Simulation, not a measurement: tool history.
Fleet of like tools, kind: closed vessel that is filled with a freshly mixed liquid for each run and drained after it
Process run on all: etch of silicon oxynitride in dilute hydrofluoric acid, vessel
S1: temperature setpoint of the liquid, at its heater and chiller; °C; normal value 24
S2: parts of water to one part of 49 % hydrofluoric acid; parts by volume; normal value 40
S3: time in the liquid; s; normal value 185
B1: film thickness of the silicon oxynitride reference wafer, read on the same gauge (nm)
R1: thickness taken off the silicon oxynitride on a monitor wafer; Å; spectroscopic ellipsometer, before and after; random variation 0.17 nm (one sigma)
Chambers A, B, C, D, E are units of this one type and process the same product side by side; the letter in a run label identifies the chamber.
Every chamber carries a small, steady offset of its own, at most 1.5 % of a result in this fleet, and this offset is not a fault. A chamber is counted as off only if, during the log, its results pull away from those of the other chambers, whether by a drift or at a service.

{"run": "1D", "hour": 4.0, "S1": 24, "S2": 40, "S3": 185, "B1": 50.028, "R1": 182.59}
{"run": "2C", "hour": 8.8, "S1": 24, "S2": 40, "S3": 185, "B1": 50.002, "R1": 188.38}
{"run": "3E", "hour": 13.3, "S1": 24, "S2": 40, "S3": 185, "B1": 50.012, "R1": 187.63}
{"run": "4A", "hour": 21.1, "S1": 24, "S2": 40, "S3": 185, "B1": 49.982, "R1": 188.41}
{"run": "5B", "hour": 29.9, "S1": 24, "S2": 40, "S3": 185, "B1": 49.978, "R1": 182.71}
{"run": "6A", "hour": 34.3, "S1": 24, "S2": 40, "S3": 185, "B1": 49.986, "R1": 191.91}
{"run": "7D", "hour": 41.4, "S1": 24, "S2": 40, "S3": 255, "B1": 49.964, "R1": 254.11}
{"run": "8E", "hour": 46.4, "S1": 24, "S2": 40, "S3": 255, "B1": 50.007, "R1": 259.97}
{"run": "9B", "hour": 54.2, "S1": 24, "S2": 40, "S3": 255, "B1": 50.007, "R1": 258.89}
{"run": "10C", "hour": 58.7, "S1": 24, "S2": 40, "S3": 255, "B1": 50.021, "R1": 252.85}
{"run": "11B", "hour": 66.3, "S1": 24, "S2": 40, "S3": 255, "B1": 50.008, "R1": 256.74}
{"run": "12E", "hour": 74.2, "S1": 24, "S2": 40, "S3": 185, "B1": 50.024, "R1": 187.81}
{"run": "13C", "hour": 82.6, "S1": 24, "S2": 40, "S3": 185, "B1": 50.018, "R1": 185.31}
{"run": "14D", "hour": 91.6, "S1": 24, "S2": 60, "S3": 140, "B1": 49.986, "R1": 92.076}
{"run": "15A", "hour": 98.4, "S1": 24, "S2": 60, "S3": 140, "B1": 50.014, "R1": 93.512}
{"run": "16B", "hour": 102.9, "S1": 24, "S2": 60, "S3": 140, "B1": 50, "R1": 91.997}
{"run": "17E", "hour": 108.2, "S1": 24, "S2": 60, "S3": 140, "B1": 49.984, "R1": 91.624}
{"run": "18A", "hour": 115.6, "S1": 24, "S2": 60, "S3": 140, "B1": 49.985, "R1": 93.817}
{"run": "19D", "hour": 121.6, "S1": 24, "S2": 40, "S3": 185, "B1": 50.002, "R1": 184.36}
{"run": "20C", "hour": 128.4, "S1": 24, "S2": 40, "S3": 185, "B1": 49.977, "R1": 188.4}
{"run": "21D", "hour": 134.1, "S1": 24, "S2": 40, "S3": 185, "B1": 49.989, "R1": 186.2}
{"run": "22B", "hour": 141.7, "S1": 24, "S2": 40, "S3": 185, "B1": 49.96, "R1": 184.95}
{"run": "23C", "hour": 147.2, "S1": 24, "S2": 40, "S3": 185, "B1": 49.994, "R1": 184.25}
{"run": "24A", "hour": 151.0, "S1": 21.5, "S2": 55, "S3": 185, "B1": 50.031, "R1": 118.6}
{"hour": 154.8, "done": "chamber D: thermometer replaced"}
{"run": "25E", "hour": 156.3, "S1": 21.5, "S2": 55, "S3": 185, "B1": 49.997, "R1": 114.33}
{"run": "26C", "hour": 160.6, "S1": 21.5, "S2": 55, "S3": 185, "B1": 49.998, "R1": 120.4}
{"run": "27E", "hour": 169.0, "S1": 21.5, "S2": 55, "S3": 185, "B1": 50.028, "R1": 110.53}
{"run": "28A", "hour": 174.0, "S1": 21.5, "S2": 55, "S3": 185, "B1": 50.017, "R1": 118.97}
{"run": "29D", "hour": 181.0, "S1": 24, "S2": 40, "S3": 185, "B1": 49.998, "R1": 186.73}
{"run": "30B", "hour": 189.2, "S1": 24, "S2": 40, "S3": 185, "B1": 50.01, "R1": 185.26}
{"run": "31A", "hour": 193.4, "S1": 24, "S2": 40, "S3": 185, "B1": 50.023, "R1": 187.27}
{"run": "32D", "hour": 200.5, "S1": 24, "S2": 40, "S3": 185, "B1": 49.987, "R1": 186.95}
{"run": "33B", "hour": 206.6, "S1": 24, "S2": 40, "S3": 185, "B1": 50.008, "R1": 186.28}
{"run": "34E", "hour": 213.2, "S1": 24, "S2": 40, "S3": 185, "B1": 50.004, "R1": 168.88}
{"run": "35C", "hour": 220.1, "S1": 24, "S2": 40, "S3": 185, "B1": 49.994, "R1": 182.98}
{"run": "36C", "hour": 228.4, "S1": 24, "S2": 40, "S3": 185, "B1": 49.971, "R1": 186.13}

One chamber off, gauge drift, or nothing amiss beyond the chambers' own small offsets? If it is a chamber, which one, and what is the likeliest cause?

Chamber E drifts away from the others.
Likeliest cause: hydrofluoric acid flow below the setpoint (%) = 9.4.
With only this log, it may be confused with: liquid colder than its thermometer reads (K).

Chamber E could run next with any of the 4 candidate recipes listed below; each alters the usual settings, and their results appear as question marks. Which one brings its results back in line with what the other chambers deliver on the usual settings?
A result is in line if it is within this distance of the other chambers' mean on the usual settings: R1 6 Å
{"run": "37E-1", "hour": 234.8, "S1": 23.5, "S2": 40, "S3": 170, "R1": "?"}
{"run": "37E-2", "hour": 234.8, "S1": 24.5, "S2": 40, "S3": 220, "R1": "?"}
{"run": "37E-3", "hour": 234.8, "S1": 24, "S2": 45, "S3": 170, "R1": "?"}
{"run": "37E-4", "hour": 234.8, "S1": 24, "S2": 40, "S3": 205, "R1": "?"}

What the other chambers average on the usual settings: R1 186.28 Å
run=37E-1 R1=151.75
run=37E-2 R1=206.44
run=37E-3 R1=137.81
run=37E-4 R1=187.63
37E-4 is the one that brings the chamber's results back in line with the other chambers.

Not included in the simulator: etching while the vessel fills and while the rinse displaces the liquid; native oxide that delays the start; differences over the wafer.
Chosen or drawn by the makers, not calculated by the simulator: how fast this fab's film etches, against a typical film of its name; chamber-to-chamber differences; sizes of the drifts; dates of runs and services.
